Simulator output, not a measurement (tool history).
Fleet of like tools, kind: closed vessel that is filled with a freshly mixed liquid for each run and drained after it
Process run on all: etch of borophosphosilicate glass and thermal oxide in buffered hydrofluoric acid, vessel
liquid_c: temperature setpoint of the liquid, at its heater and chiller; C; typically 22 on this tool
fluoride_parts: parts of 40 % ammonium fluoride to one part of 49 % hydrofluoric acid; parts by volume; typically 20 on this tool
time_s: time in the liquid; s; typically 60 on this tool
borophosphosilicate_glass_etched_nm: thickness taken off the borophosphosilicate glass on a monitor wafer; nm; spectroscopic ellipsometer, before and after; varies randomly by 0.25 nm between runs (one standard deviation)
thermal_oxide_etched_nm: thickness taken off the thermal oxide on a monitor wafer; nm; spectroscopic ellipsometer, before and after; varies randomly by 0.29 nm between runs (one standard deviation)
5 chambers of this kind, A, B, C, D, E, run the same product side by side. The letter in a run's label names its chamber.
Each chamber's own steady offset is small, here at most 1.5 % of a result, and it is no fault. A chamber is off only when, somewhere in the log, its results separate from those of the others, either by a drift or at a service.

| run | hour | liquid_c | fluoride_parts | time_s | hours since the thermometer was replaced | hours since the hydrofluoric acid flow meter was replaced | read-back film thickness of the borophosphosilicate glass reference wafer, read on the same gauge (nm) | read-back film thickness of the thermal oxide reference wafer, read on the same gauge (nm) | borophosphosilicate_glass_etched_nm | thermal_oxide_etched_nm |
|---|---|---|---|---|---|---|---|---|---|---|
| 1E | 7.6 | 22 | 20 | 60 | 242.8 | 1157.1 | 49.983 | 69.977 | 59.544 | 30.990 |
| 2A | 17.2 | 22 | 20 | 60 | 314.4 | 338.4 | 50.001 | 69.988 | 59.081 | 30.518 |
| 3C | 23.7 | 22 | 20 | 60 | 1409.2 | 1378.6 | 50.013 | 69.993 | 59.746 | 31.419 |
| 4D | 28.7 | 22 | 20 | 60 | 1760.6 | 528.3 | 50.025 | 70.005 | 58.992 | 31.049 |
| 5B | 37.2 | 22 | 20 | 60 | 727.7 | 1935.0 | 50.000 | 70.010 | 58.665 | 31.156 |
| 6A | 42.7 | 22 | 20 | 60 | 339.9 | 363.9 | 49.994 | 70.035 | 59.334 | 30.657 |
| 7E | 50.7 | 22 | 20 | 60 | 285.9 | 1200.2 | 50.019 | 70.010 | 60.289 | 31.349 |
| 8D | 57.0 | 22 | 20 | 60 | 1788.9 | 556.6 | 50.001 | 69.995 | 59.451 | 31.559 |
| 9B | 61.7 | 22 | 20 | 60 | 752.2 | 1959.5 | 49.982 | 69.983 | 58.259 | 30.675 |
| 10C | 66.7 | 22 | 20 | 60 | 1452.2 | 1421.6 | 49.970 | 70.012 | 60.275 | 31.118 |
| 11C | 74.3 | 22 | 20 | 60 | 1459.8 | 1429.2 | 50.004 | 69.977 | 59.722 | 31.558 |
| 12E | 82.9 | 22 | 20 | 60 | 318.1 | 1232.4 | 49.988 | 69.978 | 60.026 | 30.895 |
| 13B | 87.2 | 22 | 20 | 60 | 777.7 | 1985.0 | 50.010 | 69.987 | 58.411 | 30.885 |
| 14A | 96.7 | 22 | 20 | 60 | 393.9 | 417.9 | 49.989 | 70.011 | 59.054 | 30.805 |
| 15D | 101.6 | 22 | 20 | 60 | 1833.5 | 601.2 | 49.977 | 69.993 | 59.324 | 31.170 |
| 16D | 109.9 | 22 | 20 | 60 | 1841.8 | 609.5 | 49.989 | 70.011 | 59.306 | 31.113 |
| 17E | 115.9 | 22 | 20 | 60 | 351.1 | 1265.4 | 50.001 | 69.972 | 59.842 | 30.969 |
| 18B | 124.6 | 18 | 15 | 60 | 815.1 | 2022.4 | 49.982 | 69.989 | 62.514 | 32.570 |
| 19A | 130.9 | 18 | 15 | 60 | 428.1 | 452.1 | 50.010 | 69.981 | 62.150 | 32.346 |
| 20C | 139.7 | 18 | 15 | 60 | 1525.2 | 1494.6 | 50.006 | 69.971 | 63.842 | 33.198 |
| 21B | 147.5 | 18 | 15 | 60 | 838.0 | 2045.3 | 50.013 | 70.020 | 63.082 | 33.094 |
| 22D | 152.7 | 18 | 15 | 60 | 1884.6 | 652.3 | 50.042 | 70.013 | 63.908 | 33.644 |
| 23C | 162.3 | 22 | 20 | 60 | 1547.8 | 1517.2 | 49.996 | 69.995 | 59.063 | 31.475 |
| 24E | 167.0 | 22 | 20 | 60 | 402.2 | 1316.5 | 50.011 | 70.004 | 59.573 | 30.749 |
| 25A | 173.8 | 22 | 20 | 60 | 471.0 | 495.0 | 50.006 | 70.018 | 58.601 | 30.582 |
|  | 181.1 | chamber C: hydrofluoric acid flow meter replaced |
| 26D | 181.1 | 22 | 20 | 60 | 1913.0 | 680.7 | 50.006 | 70.018 | 59.238 | 30.917 |
| 27A | 187.3 | 22 | 20 | 60 | 484.5 | 508.5 | 49.996 | 69.992 | 59.337 | 30.874 |
| 28B | 192.9 | 22 | 20 | 60 | 883.4 | 2090.7 | 49.988 | 69.972 | 58.384 | 30.992 |
| 29E | 202.4 | 22 | 20 | 60 | 437.6 | 1351.9 | 49.994 | 70.027 | 59.895 | 31.237 |
| 30C | 208.2 | 22 | 20 | 60 | 1593.7 | 27.2 | 49.970 | 70.007 | 59.688 | 30.978 |
| 31E | 213.7 | 22 | 20 | 60 | 448.9 | 1363.2 | 50.008 | 69.987 | 59.394 | 31.204 |
| 32C | 219.0 | 18 | 25 | 60 | 1604.5 | 38.0 | 50.024 | 69.993 | 40.648 | 21.440 |
| 33D | 228.0 | 18 | 25 | 60 | 1959.9 | 727.6 | 50.011 | 70.034 | 40.606 | 21.419 |
| 34A | 237.5 | 18 | 25 | 60 | 534.7 | 558.7 | 49.995 | 69.974 | 40.483 | 21.183 |
| 35B | 241.6 | 18 | 25 | 60 | 932.1 | 2139.4 | 49.966 | 70.015 | 40.312 | 21.375 |
| 36B | 245.9 | 18 | 25 | 60 | 936.4 | 2143.7 | 50.003 | 70.002 | 40.163 | 21.165 |
| 37C | 251.3 | 22 | 20 | 60 | 1636.8 | 70.3 | 50.016 | 69.980 | 59.604 | 31.225 |
| 38E | 259.4 | 22 | 15 | 60 | 494.6 | 1408.9 | 50.013 | 70.012 | 79.412 | 40.844 |
| 39D | 266.0 | 22 | 15 | 60 | 1997.9 | 765.6 | 49.992 | 69.989 | 78.971 | 42.220 |
| 40A | 273.3 | 22 | 15 | 60 | 570.5 | 594.5 | 49.996 | 70.026 | 77.861 | 40.062 |

All chambers now run identical settings, listed one chamber a line with results as question marks. What results will each chamber show?
| 41A | 280.2 | 22 | 20 | 60 |  |  |  |  | ? | ? |
| 41B | 280.2 | 22 | 20 | 60 |  |  |  |  | ? | ? |
| 41C | 280.2 | 22 | 20 | 60 |  |  |  |  | ? | ? |
| 41D | 280.2 | 22 | 20 | 60 |  |  |  |  | ? | ? |
| 41E | 280.2 | 22 | 20 | 60 |  |  |  |  | ? | ? |

| run | borophosphosilicate_glass_etched_nm | thermal_oxide_etched_nm |
|---|---|---|
| 41A | 59.551 | 30.523 |
| 41B | 58.692 | 31.137 |
| 41C | 59.877 | 31.305 |
| 41D | 59.331 | 31.412 |
| 41E | 59.797 | 31.188 |
